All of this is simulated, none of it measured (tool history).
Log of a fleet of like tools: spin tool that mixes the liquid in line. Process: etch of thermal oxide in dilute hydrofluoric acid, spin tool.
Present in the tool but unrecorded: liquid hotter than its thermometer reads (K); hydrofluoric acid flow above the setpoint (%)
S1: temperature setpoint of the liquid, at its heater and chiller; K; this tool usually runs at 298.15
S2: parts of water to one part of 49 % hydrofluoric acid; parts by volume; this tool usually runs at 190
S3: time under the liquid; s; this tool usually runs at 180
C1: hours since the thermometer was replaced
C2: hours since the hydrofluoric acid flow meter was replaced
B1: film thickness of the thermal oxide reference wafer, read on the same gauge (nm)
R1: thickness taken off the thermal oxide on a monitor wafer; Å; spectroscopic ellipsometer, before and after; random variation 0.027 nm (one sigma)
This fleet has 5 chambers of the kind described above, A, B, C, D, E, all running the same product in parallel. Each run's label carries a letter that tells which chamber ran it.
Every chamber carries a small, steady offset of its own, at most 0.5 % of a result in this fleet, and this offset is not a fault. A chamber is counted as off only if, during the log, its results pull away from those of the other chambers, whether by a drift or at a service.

run 1C day=0.254 | S1=298.15 S2=190 S3=180 | C1=1707.9 C2=995.0 | B1=100.010 | R1=40.778
run 2A day=0.608 | S1=298.15 S2=190 S3=180 | C1=2454.3 C2=183.7 | B1=100.000 | R1=40.919
run 3E day=0.925 | S1=298.15 S2=190 S3=180 | C1=164.9 C2=445.4 | B1=99.983 | R1=40.360
run 4B day=1.233 | S1=298.15 S2=190 S3=180 | C1=652.6 C2=1914.2 | B1=100.020 | R1=40.578
run 5D day=1.421 | S1=298.15 S2=190 S3=180 | C1=470.4 C2=635.3 | B1=100.020 | R1=40.698
run 6C day=1.771 | S1=298.15 S2=190 S3=180 | C1=1744.3 C2=1031.4 | B1=100.020 | R1=40.900
run 7D day=2.138 | S1=298.15 S2=190 S3=180 | C1=487.6 C2=652.5 | B1=99.990 | R1=40.996
run 8A day=2.438 | S1=298.15 S2=190 S3=180 | C1=2498.2 C2=227.6 | B1=100.030 | R1=40.421
run 9E day=2.712 | S1=298.15 S2=190 S3=180 | C1=207.8 C2=488.3 | B1=100.010 | R1=40.112
run 10B day=2.946 | S1=298.15 S2=190 S3=180 | C1=693.7 C2=1955.3 | B1=100.040 | R1=40.713
run 11D day=3.112 | S1=298.15 S2=190 S3=180 | C1=511.0 C2=675.9 | B1=100.030 | R1=40.489
run 12A day=3.408 | S1=298.15 S2=190 S3=180 | C1=2521.5 C2=250.9 | B1=99.977 | R1=40.206
run 13E day=3.658 | S1=298.15 S2=190 S3=180 | C1=230.5 C2=511.0 | B1=100.030 | R1=40.585
run 14B day=4.012 | S1=298.15 S2=190 S3=180 | C1=719.3 C2=1980.9 | B1=99.996 | R1=41.492
run 15C day=4.312 | S1=298.15 S2=190 S3=180 | C1=1805.3 C2=1092.4 | B1=100.010 | R1=40.786
run 16C day=4.512 | S1=298.15 S2=190 S3=180 | C1=1810.1 C2=1097.2 | B1=99.991 | R1=40.734
run 17A day=4.754 | S1=298.15 S2=190 S3=180 | C1=2553.8 C2=283.2 | B1=100.020 | R1=39.906
run 18D day=5.029 | S1=298.15 S2=190 S3=180 | C1=557.0 C2=721.9 | B1=100.000 | R1=41.138
run 19B day=5.371 | S1=298.15 S2=190 S3=180 | C1=751.9 C2=2013.5 | B1=99.969 | R1=40.681
run 20E day=5.588 | S1=298.15 S2=190 S3=180 | C1=276.8 C2=557.3 | B1=99.992 | R1=40.995
run 21C day=5.933 | S1=298.15 S2=190 S3=180 | C1=1844.2 C2=1131.3 | B1=99.972 | R1=41.214
run 22B day=6.225 | S1=298.15 S2=190 S3=180 | C1=772.4 C2=2034.0 | B1=99.970 | R1=41.196
run 23E day=6.504 | S1=298.15 S2=190 S3=180 | C1=298.8 C2=579.3 | B1=99.993 | R1=41.029
run 24A day=6.746 | S1=298.15 S2=190 S3=180 | C1=2601.6 C2=331.0 | B1=100.000 | R1=40.515
run 25D day=6.921 | S1=298.15 S2=155 S3=180 | C1=602.4 C2=767.3 | B1=99.975 | R1=51.541
run 26A day=7.175 | S1=298.15 S2=155 S3=180 | C1=2611.9 C2=341.3 | B1=100.040 | R1=51.293
run 27E day=7.533 | S1=298.15 S2=155 S3=180 | C1=323.5 C2=604.0 | B1=99.977 | R1=52.987
run 28C day=7.746 | S1=298.15 S2=155 S3=180 | C1=1887.7 C2=1174.8 | B1=99.972 | R1=52.264
run 29B day=8.008 | S1=298.15 S2=155 S3=180 | C1=815.2 C2=2076.8 | B1=99.999 | R1=52.005
run 30D day=8.296 | S1=298.15 S2=190 S3=180 | C1=635.4 C2=800.3 | B1=100.020 | R1=41.037
run 31C day=8.612 | S1=298.15 S2=190 S3=180 | C1=1908.5 C2=1195.6 | B1=100.010 | R1=41.155
run 32B day=8.942 | S1=298.15 S2=190 S3=280 | C1=837.6 C2=2099.2 | B1=99.996 | R1=63.634
run 33D day=9.225 | S1=298.15 S2=190 S3=280 | C1=657.7 C2=822.6 | B1=99.970 | R1=63.688
run 34A day=9.421 | S1=298.15 S2=190 S3=280 | C1=2665.8 C2=395.2 | B1=99.979 | R1=62.288
run 35E day=9.754 | S1=298.15 S2=190 S3=280 | C1=376.8 C2=657.3 | B1=99.988 | R1=65.511
run 36E day=10.029 | S1=298.15 S2=190 S3=280 | C1=383.4 C2=663.9 | B1=100.000 | R1=66.438
run 37A day=10.254 | S1=298.15 S2=190 S3=180 | C1=2685.8 C2=415.2 | B1=99.992 | R1=40.558
run 38B day=10.621 | S1=298.15 S2=190 S3=180 | C1=877.9 C2=2139.5 | B1=99.990 | R1=41.086
run 39D day=10.842 | S1=298.15 S2=190 S3=140 | C1=696.5 C2=861.4 | B1=100.000 | R1=31.164
run 40C day=11.017 | S1=298.15 S2=190 S3=140 | C1=1966.2 C2=1253.3 | B1=100.050 | R1=31.672
run 41D day=11.258 | S1=298.15 S2=190 S3=140 | C1=706.5 C2=871.4 | B1=99.957 | R1=31.776
run 42A day=11.583 | S1=298.15 S2=190 S3=140 | C1=2717.7 C2=447.1 | B1=100.010 | R1=31.835

Decide between three cases: one chamber stands off from its peers, the gauge reading all wafers drifts, or nothing is wrong past each chamber's small offset. Where a chamber is off, say which and what most likely put it there.

One chamber, E, drifts off from the rest bit by bit.
Most likely cause: hydrofluoric acid flow above the setpoint (%) = 4.96.
The log may not tell that from: liquid hotter than its thermometer reads (K).

Below are 4 candidate recipes for chamber E's next run, each the usual settings with a change, their results shown as question marks. Which of them brings E's results back in line with what the other chambers give on the usual settings?
Maximum distance from the other chambers' mean on the usual settings for a result to count as in line: R1 0.930 Å
run 43E-1 day=11.850 | S1=299.65 S2=190 S3=180 | R1=?
run 43E-2 day=11.850 | S1=298.15 S2=195 S3=175 | R1=?
run 43E-3 day=11.850 | S1=298.15 S2=190 S3=200 | R1=?
run 43E-4 day=11.850 | S1=295.15 S2=190 S3=180 | R1=?

Other chambers, usual settings, mean: R1 40.714 Å
run=43E-1 R1=45.483
run=43E-2 R1=40.543
run=43E-3 R1=47.810
run=43E-4 R1=38.406
43E-2 is the one that brings the chamber's results back in line with the other chambers.
